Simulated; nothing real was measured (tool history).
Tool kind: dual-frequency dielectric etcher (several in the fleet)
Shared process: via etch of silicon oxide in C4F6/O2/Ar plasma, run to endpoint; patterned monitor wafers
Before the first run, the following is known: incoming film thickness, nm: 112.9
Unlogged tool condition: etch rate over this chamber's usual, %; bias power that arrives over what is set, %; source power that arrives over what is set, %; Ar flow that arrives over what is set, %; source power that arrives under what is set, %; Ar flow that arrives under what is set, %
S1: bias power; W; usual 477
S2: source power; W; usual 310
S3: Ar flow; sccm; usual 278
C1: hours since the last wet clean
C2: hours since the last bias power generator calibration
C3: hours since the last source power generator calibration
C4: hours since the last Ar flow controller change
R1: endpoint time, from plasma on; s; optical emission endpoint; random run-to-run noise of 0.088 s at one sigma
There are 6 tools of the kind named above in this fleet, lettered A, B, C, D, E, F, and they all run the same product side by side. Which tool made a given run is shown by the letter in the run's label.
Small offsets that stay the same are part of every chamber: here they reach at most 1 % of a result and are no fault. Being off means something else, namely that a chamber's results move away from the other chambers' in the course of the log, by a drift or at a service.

{"hour": 5.2, "done": "chamber C: wet clean of the chamber"}
{"run": "1B", "hour": 16.1, "S1": 477, "S2": 310, "S3": 278, "C1": 214.2, "C2": 42.4, "C3": 1997.8, "C4": 1679.5, "R1": 27.416}
{"run": "2A", "hour": 30.3, "S1": 477, "S2": 310, "S3": 278, "C1": 118.4, "C2": 1297.0, "C3": 2058.0, "C4": 2627.6, "R1": 27.7}
{"run": "3D", "hour": 41.9, "S1": 477, "S2": 310, "S3": 278, "C1": 349.1, "C2": 631.9, "C3": 1458.5, "C4": 986.7, "R1": 27.393}
{"run": "4C", "hour": 56.9, "S1": 477, "S2": 310, "S3": 278, "C1": 51.8, "C2": 3167.5, "C3": 2807.6, "C4": 89.6, "R1": 27.642}
{"run": "5F", "hour": 72.3, "S1": 477, "S2": 310, "S3": 278, "C1": 158.6, "C2": 2594.5, "C3": 1284.2, "C4": 1853.9, "R1": 27.323}
{"run": "6E", "hour": 87.9, "S1": 477, "S2": 310, "S3": 278, "C1": 285.4, "C2": 1436.7, "C3": 331.5, "C4": 1132.6, "R1": 27.478}
{"run": "7D", "hour": 100.8, "S1": 434, "S2": 310, "S3": 278, "C1": 408.0, "C2": 690.8, "C3": 1517.4, "C4": 1045.6, "R1": 28.514}
{"run": "8F", "hour": 108.6, "S1": 434, "S2": 310, "S3": 278, "C1": 194.9, "C2": 2630.8, "C3": 1320.5, "C4": 1890.2, "R1": 28.262}
{"run": "9C", "hour": 118.0, "S1": 434, "S2": 310, "S3": 278, "C1": 112.9, "C2": 3228.6, "C3": 2868.7, "C4": 150.7, "R1": 28.634}
{"run": "10A", "hour": 131.2, "S1": 434, "S2": 310, "S3": 278, "C1": 219.3, "C2": 1397.9, "C3": 2158.9, "C4": 2728.5, "R1": 28.613}
{"run": "11B", "hour": 141.3, "S1": 434, "S2": 310, "S3": 278, "C1": 339.4, "C2": 167.6, "C3": 2123.0, "C4": 1804.7, "R1": 28.439}
{"run": "12E", "hour": 156.4, "S1": 434, "S2": 310, "S3": 278, "C1": 353.9, "C2": 1505.2, "C3": 400.0, "C4": 1201.1, "R1": 28.466}
{"run": "13A", "hour": 165.9, "S1": 428, "S2": 350, "S3": 278, "C1": 254.0, "C2": 1432.6, "C3": 2193.6, "C4": 2763.2, "R1": 27.402}
{"hour": 166.1, "done": "chamber D: wet clean of the chamber"}
{"run": "14D", "hour": 174.9, "S1": 428, "S2": 350, "S3": 278, "C1": 8.8, "C2": 764.9, "C3": 1591.5, "C4": 1119.7, "R1": 27.418}
{"run": "15B", "hour": 188.0, "S1": 428, "S2": 350, "S3": 278, "C1": 386.1, "C2": 214.3, "C3": 2169.7, "C4": 1851.4, "R1": 27.247}
{"run": "16C", "hour": 202.6, "S1": 428, "S2": 350, "S3": 278, "C1": 197.5, "C2": 3313.2, "C3": 2953.3, "C4": 235.3, "R1": 27.44}
{"run": "17F", "hour": 216.5, "S1": 428, "S2": 350, "S3": 278, "C1": 302.8, "C2": 2738.7, "C3": 1428.4, "C4": 1998.1, "R1": 27.279}
{"run": "18E", "hour": 226.1, "S1": 428, "S2": 350, "S3": 278, "C1": 423.6, "C2": 1574.9, "C3": 469.7, "C4": 1270.8, "R1": 27.373}
{"run": "19C", "hour": 236.6, "S1": 477, "S2": 310, "S3": 278, "C1": 231.5, "C2": 3347.2, "C3": 2987.3, "C4": 269.3, "R1": 27.64}
{"run": "20E", "hour": 247.3, "S1": 477, "S2": 310, "S3": 278, "C1": 444.8, "C2": 1596.1, "C3": 490.9, "C4": 1292.0, "R1": 27.566}
{"hour": 250.1, "done": "chamber D: source power generator calibrated"}
{"run": "21D", "hour": 259.1, "S1": 477, "S2": 310, "S3": 278, "C1": 93.0, "C2": 849.1, "C3": 9.1, "C4": 1203.9, "R1": 27.41}
{"run": "22B", "hour": 272.1, "S1": 477, "S2": 380, "S3": 326, "C1": 470.2, "C2": 298.4, "C3": 2253.8, "C4": 1935.5, "R1": 25.768}
{"run": "23A", "hour": 285.0, "S1": 477, "S2": 380, "S3": 326, "C1": 373.1, "C2": 1551.7, "C3": 2312.7, "C4": 2882.3, "R1": 26.061}
{"hour": 288.8, "done": "chamber E: wet clean of the chamber"}
{"run": "24F", "hour": 296.0, "S1": 477, "S2": 380, "S3": 326, "C1": 382.3, "C2": 2818.2, "C3": 1507.9, "C4": 2077.6, "R1": 25.779}
{"hour": 303.3, "done": "chamber A: wet clean of the chamber"}
{"run": "25C", "hour": 307.2, "S1": 477, "S2": 380, "S3": 326, "C1": 302.1, "C2": 3417.8, "C3": 3057.9, "C4": 339.9, "R1": 26.188}
{"run": "26E", "hour": 319.4, "S1": 477, "S2": 380, "S3": 326, "C1": 30.7, "C2": 1668.2, "C3": 563.0, "C4": 1364.1, "R1": 25.434}
{"hour": 321.9, "done": "chamber E: bias power generator calibrated"}
{"run": "27D", "hour": 328.9, "S1": 477, "S2": 380, "S3": 326, "C1": 162.8, "C2": 918.9, "C3": 78.9, "C4": 1273.7, "R1": 26.017}
{"run": "28A", "hour": 343.9, "S1": 477, "S2": 310, "S3": 278, "C1": 40.6, "C2": 1610.6, "C3": 2371.6, "C4": 2941.2, "R1": 27.563}
{"run": "29F", "hour": 351.4, "S1": 477, "S2": 310, "S3": 278, "C1": 437.7, "C2": 2873.6, "C3": 1563.3, "C4": 2133.0, "R1": 27.192}
{"run": "30B", "hour": 360.6, "S1": 477, "S2": 310, "S3": 278, "C1": 558.7, "C2": 386.9, "C3": 2342.3, "C4": 2024.0, "R1": 27.536}
{"hour": 365.2, "done": "chamber B: wet clean of the chamber"}
{"run": "31E", "hour": 369.1, "S1": 523, "S2": 310, "S3": 278, "C1": 80.4, "C2": 47.3, "C3": 612.7, "C4": 1413.8, "R1": 26.011}
{"run": "32A", "hour": 383.1, "S1": 523, "S2": 310, "S3": 278, "C1": 79.8, "C2": 1649.8, "C3": 2410.8, "C4": 2980.4, "R1": 26.637}
{"run": "33C", "hour": 393.1, "S1": 523, "S2": 310, "S3": 278, "C1": 388.0, "C2": 3503.7, "C3": 3143.8, "C4": 425.8, "R1": 26.757}
{"run": "34D", "hour": 401.3, "S1": 523, "S2": 310, "S3": 278, "C1": 235.2, "C2": 991.3, "C3": 151.3, "C4": 1346.1, "R1": 26.497}
{"run": "35B", "hour": 410.1, "S1": 523, "S2": 310, "S3": 278, "C1": 45.0, "C2": 436.4, "C3": 2391.8, "C4": 2073.5, "R1": 26.553}
{"run": "36F", "hour": 421.4, "S1": 523, "S2": 310, "S3": 278, "C1": 507.7, "C2": 2943.6, "C3": 1633.3, "C4": 2203.0, "R1": 26.46}
{"run": "37E", "hour": 432.3, "S1": 477, "S2": 310, "S3": 278, "C1": 143.6, "C2": 110.5, "C3": 675.9, "C4": 1477.0, "R1": 26.73}
{"run": "38D", "hour": 440.2, "S1": 477, "S2": 310, "S3": 278, "C1": 274.1, "C2": 1030.2, "C3": 190.2, "C4": 1385.0, "R1": 27.489}
{"run": "39A", "hour": 451.1, "S1": 477, "S2": 310, "S3": 278, "C1": 147.8, "C2": 1717.8, "C3": 2478.8, "C4": 3048.4, "R1": 27.616}

Which is it: a chamber that has drifted or been left off by a service, a gauge drift common to all chambers, or only each chamber's usual small offset? If a chamber is off, name it and its likeliest cause.

After it was serviced, chamber E no longer matches the other chambers.
Cause: etch rate over this chamber's usual, % = 2.4.

Below are 4 candidate recipes for chamber E's next run, each the usual settings with a change, their results shown as question marks. Which of them brings E's results back in line with what the other chambers give on the usual settings?
A result is in line if it is within this distance of the other chambers' mean on the usual settings: R1 0.310 s
{"run": "40E-1", "hour": 462.9, "S1": 461, "S2": 300, "S3": 278, "R1": "?"}
{"run": "40E-2", "hour": 462.9, "S1": 483, "S2": 310, "S3": 277, "R1": "?"}
{"run": "40E-3", "hour": 462.9, "S1": 474, "S2": 310, "S3": 278, "R1": "?"}
{"run": "40E-4", "hour": 462.9, "S1": 477, "S2": 310, "S3": 213, "R1": "?"}

Average result of the remaining chambers running the usual settings: R1 27.523 s
run=40E-1 R1=27.540
run=40E-2 R1=26.730
run=40E-3 R1=26.930
run=40E-4 R1=26.097
The answer is 40E-1, which returns the chamber to within the allowed miss of the others.

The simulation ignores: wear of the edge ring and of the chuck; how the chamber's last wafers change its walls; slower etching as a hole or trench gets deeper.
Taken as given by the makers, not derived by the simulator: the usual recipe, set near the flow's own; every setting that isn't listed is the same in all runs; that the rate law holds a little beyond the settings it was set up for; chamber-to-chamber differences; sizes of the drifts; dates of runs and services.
